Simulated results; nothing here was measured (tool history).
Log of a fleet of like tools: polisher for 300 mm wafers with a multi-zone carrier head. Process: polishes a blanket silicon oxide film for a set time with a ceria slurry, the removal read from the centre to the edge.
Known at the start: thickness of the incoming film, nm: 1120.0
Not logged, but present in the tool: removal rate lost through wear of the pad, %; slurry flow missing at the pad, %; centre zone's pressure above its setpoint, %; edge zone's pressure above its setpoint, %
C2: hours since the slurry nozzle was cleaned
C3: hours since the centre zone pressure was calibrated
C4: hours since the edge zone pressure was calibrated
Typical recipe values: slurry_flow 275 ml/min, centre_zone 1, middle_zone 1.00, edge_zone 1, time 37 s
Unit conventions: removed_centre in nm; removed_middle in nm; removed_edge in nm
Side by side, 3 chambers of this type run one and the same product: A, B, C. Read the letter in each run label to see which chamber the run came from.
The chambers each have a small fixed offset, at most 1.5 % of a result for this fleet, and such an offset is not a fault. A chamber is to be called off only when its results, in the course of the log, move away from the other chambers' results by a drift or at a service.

run 1C hour=6.2 | slurry_flow=275 centre_zone=1 middle_zone=1.00 edge_zone=1 time=37 | wafers_polished_on_this_pad=240 C2=628.0 C3=599.8 C4=770.2 | removed_centre=107.26 removed_middle=107.55 removed_edge=110.93
run 2B hour=13.0 | slurry_flow=275 centre_zone=1 middle_zone=1.00 edge_zone=1 time=37 | wafers_polished_on_this_pad=257 C2=99.6 C3=268.0 C4=680.5 | removed_centre=111.36 removed_middle=106.40 removed_edge=107.01
run 3A hour=19.7 | slurry_flow=275 centre_zone=1 middle_zone=1.00 edge_zone=1 time=37 | wafers_polished_on_this_pad=308 C2=304.1 C3=853.5 C4=115.6 | removed_centre=110.05 removed_middle=106.56 removed_edge=107.94
run 4A hour=26.7 | slurry_flow=275 centre_zone=1 middle_zone=1.00 edge_zone=1 time=37 | wafers_polished_on_this_pad=393 C2=311.1 C3=860.5 C4=122.6 | removed_centre=108.12 removed_middle=108.44 removed_edge=106.93
run 5C hour=32.7 | slurry_flow=275 centre_zone=1 middle_zone=1.00 edge_zone=1 time=37 | wafers_polished_on_this_pad=564 C2=654.5 C3=626.3 C4=796.7 | removed_centre=110.53 removed_middle=109.32 removed_edge=111.52
-- hour=34.4 chamber C: worn pad replaced by a new one
run 6B hour=37.4 | slurry_flow=325 centre_zone=1 middle_zone=1.00 edge_zone=1 time=37 | wafers_polished_on_this_pad=556 C2=124.0 C3=292.4 C4=704.9 | removed_centre=111.90 removed_middle=111.93 removed_edge=111.54
run 7A hour=44.0 | slurry_flow=325 centre_zone=1 middle_zone=1.00 edge_zone=1 time=37 | wafers_polished_on_this_pad=605 C2=328.4 C3=877.8 C4=139.9 | removed_centre=112.54 removed_middle=108.54 removed_edge=111.64
run 8B hour=49.0 | slurry_flow=325 centre_zone=1 middle_zone=1.00 edge_zone=1 time=37 | wafers_polished_on_this_pad=698 C2=135.6 C3=304.0 C4=716.5 | removed_centre=110.58 removed_middle=112.37 removed_edge=109.11
run 9C hour=56.2 | slurry_flow=275 centre_zone=1 middle_zone=1.00 edge_zone=1 time=37 | wafers_polished_on_this_pad=267 C2=678.0 C3=649.8 C4=820.2 | removed_centre=108.37 removed_middle=108.61 removed_edge=107.18
run 10C hour=63.6 | slurry_flow=275 centre_zone=1 middle_zone=1.00 edge_zone=1 time=37 | wafers_polished_on_this_pad=358 C2=685.4 C3=657.2 C4=827.6 | removed_centre=109.64 removed_middle=109.68 removed_edge=110.44
run 11B hour=68.3 | slurry_flow=275 centre_zone=1 middle_zone=1.00 edge_zone=1 time=45 | wafers_polished_on_this_pad=934 C2=154.9 C3=323.3 C4=735.8 | removed_centre=133.35 removed_middle=132.82 removed_edge=132.88
-- hour=70.1 chamber C: slurry nozzle cleaned
run 12A hour=73.4 | slurry_flow=275 centre_zone=1 middle_zone=1.00 edge_zone=1 time=45 | wafers_polished_on_this_pad=965 C2=357.8 C3=907.2 C4=169.3 | removed_centre=132.26 removed_middle=130.34 removed_edge=132.81
-- hour=75.2 chamber A: centre zone pressure recalibrated
run 13B hour=78.7 | slurry_flow=275 centre_zone=1 middle_zone=1.00 edge_zone=1 time=45 | wafers_polished_on_this_pad=1061 C2=165.3 C3=333.7 C4=746.2 | removed_centre=132.88 removed_middle=133.16 removed_edge=130.54
run 14C hour=83.9 | slurry_flow=240 centre_zone=1 middle_zone=1.00 edge_zone=1 time=37 | wafers_polished_on_this_pad=606 C2=13.8 C3=677.5 C4=847.9 | removed_centre=108.67 removed_middle=108.86 removed_edge=109.03
-- hour=88.0 chamber B: worn pad replaced by a new one
run 15A hour=91.1 | slurry_flow=240 centre_zone=1 middle_zone=1.00 edge_zone=1 time=37 | wafers_polished_on_this_pad=1182 C2=375.5 C3=15.9 C4=187.0 | removed_centre=108.55 removed_middle=105.78 removed_edge=106.00
run 16A hour=95.4 | slurry_flow=240 centre_zone=1 middle_zone=1.00 edge_zone=1 time=37 | wafers_polished_on_this_pad=1235 C2=379.8 C3=20.2 C4=191.3 | removed_centre=109.20 removed_middle=106.60 removed_edge=106.10
-- hour=96.0 chamber C: worn pad replaced by a new one
run 17C hour=101.2 | slurry_flow=275 centre_zone=1 middle_zone=1.00 edge_zone=1 time=37 | wafers_polished_on_this_pad=64 C2=31.1 C3=694.8 C4=865.2 | removed_centre=109.44 removed_middle=109.08 removed_edge=107.24
-- hour=103.5 chamber A: worn pad replaced by a new one
run 18B hour=107.9 | slurry_flow=275 centre_zone=1 middle_zone=1.00 edge_zone=1 time=37 | wafers_polished_on_this_pad=244 C2=194.5 C3=362.9 C4=775.4 | removed_centre=109.56 removed_middle=109.53 removed_edge=109.15
run 19C hour=112.0 | slurry_flow=275 centre_zone=1 middle_zone=1.08 edge_zone=1 time=37 | wafers_polished_on_this_pad=196 C2=41.9 C3=705.6 C4=876.0 | removed_centre=106.49 removed_middle=118.08 removed_edge=107.89
run 20A hour=119.8 | slurry_flow=275 centre_zone=1 middle_zone=1.08 edge_zone=1 time=37 | wafers_polished_on_this_pad=200 C2=404.2 C3=44.6 C4=215.7 | removed_centre=111.09 removed_middle=116.46 removed_edge=107.35
run 21B hour=124.2 | slurry_flow=275 centre_zone=1 middle_zone=1.08 edge_zone=1 time=37 | wafers_polished_on_this_pad=444 C2=210.8 C3=379.2 C4=791.7 | removed_centre=109.04 removed_middle=117.19 removed_edge=108.10
run 22C hour=131.0 | slurry_flow=275 centre_zone=1 middle_zone=1.00 edge_zone=1 time=37 | wafers_polished_on_this_pad=429 C2=60.9 C3=724.6 C4=895.0 | removed_centre=107.03 removed_middle=109.93 removed_edge=109.97
-- hour=135.1 chamber A: slurry nozzle cleaned
run 23A hour=136.6 | slurry_flow=275 centre_zone=1 middle_zone=1.00 edge_zone=1 time=37 | wafers_polished_on_this_pad=406 C2=1.6 C3=61.4 C4=232.5 | removed_centre=110.48 removed_middle=108.89 removed_edge=107.79
run 24B hour=143.0 | slurry_flow=275 centre_zone=1 middle_zone=1.00 edge_zone=1 time=37 | wafers_polished_on_this_pad=674 C2=229.6 C3=398.0 C4=810.5 | removed_centre=109.05 removed_middle=109.67 removed_edge=108.29
-- hour=144.7 chamber C: worn pad replaced by a new one
run 25C hour=150.3 | slurry_flow=275 centre_zone=1 middle_zone=1.00 edge_zone=1 time=37 | wafers_polished_on_this_pad=68 C2=80.2 C3=743.9 C4=914.3 | removed_centre=107.14 removed_middle=110.14 removed_edge=109.45
-- hour=152.9 chamber B: slurry nozzle cleaned
run 26A hour=155.1 | slurry_flow=275 centre_zone=1 middle_zone=1.00 edge_zone=1 time=37 | wafers_polished_on_this_pad=632 C2=20.1 C3=79.9 C4=251.0 | removed_centre=107.69 removed_middle=107.14 removed_edge=108.61
run 27B hour=163.0 | slurry_flow=275 centre_zone=1 middle_zone=1.00 edge_zone=1 time=37 | wafers_polished_on_this_pad=919 C2=10.1 C3=418.0 C4=830.5 | removed_centre=109.88 removed_middle=110.03 removed_edge=108.16
run 28A hour=168.5 | slurry_flow=275 centre_zone=1 middle_zone=1.00 edge_zone=1 time=37 | wafers_polished_on_this_pad=796 C2=33.5 C3=93.3 C4=264.4 | removed_centre=109.08 removed_middle=106.62 removed_edge=110.41
run 29B hour=176.3 | slurry_flow=275 centre_zone=1 middle_zone=1.00 edge_zone=1 time=37 | wafers_polished_on_this_pad=1082 C2=23.4 C3=431.3 C4=843.8 | removed_centre=109.04 removed_middle=110.07 removed_edge=106.48

One chamber off, gauge drift, or nothing amiss beyond the chambers' own small offsets? If it is a chamber, which one, and what is the likeliest cause?

Nothing is wrong: each chamber keeps only its own small, steady offset and the gauge holds still.

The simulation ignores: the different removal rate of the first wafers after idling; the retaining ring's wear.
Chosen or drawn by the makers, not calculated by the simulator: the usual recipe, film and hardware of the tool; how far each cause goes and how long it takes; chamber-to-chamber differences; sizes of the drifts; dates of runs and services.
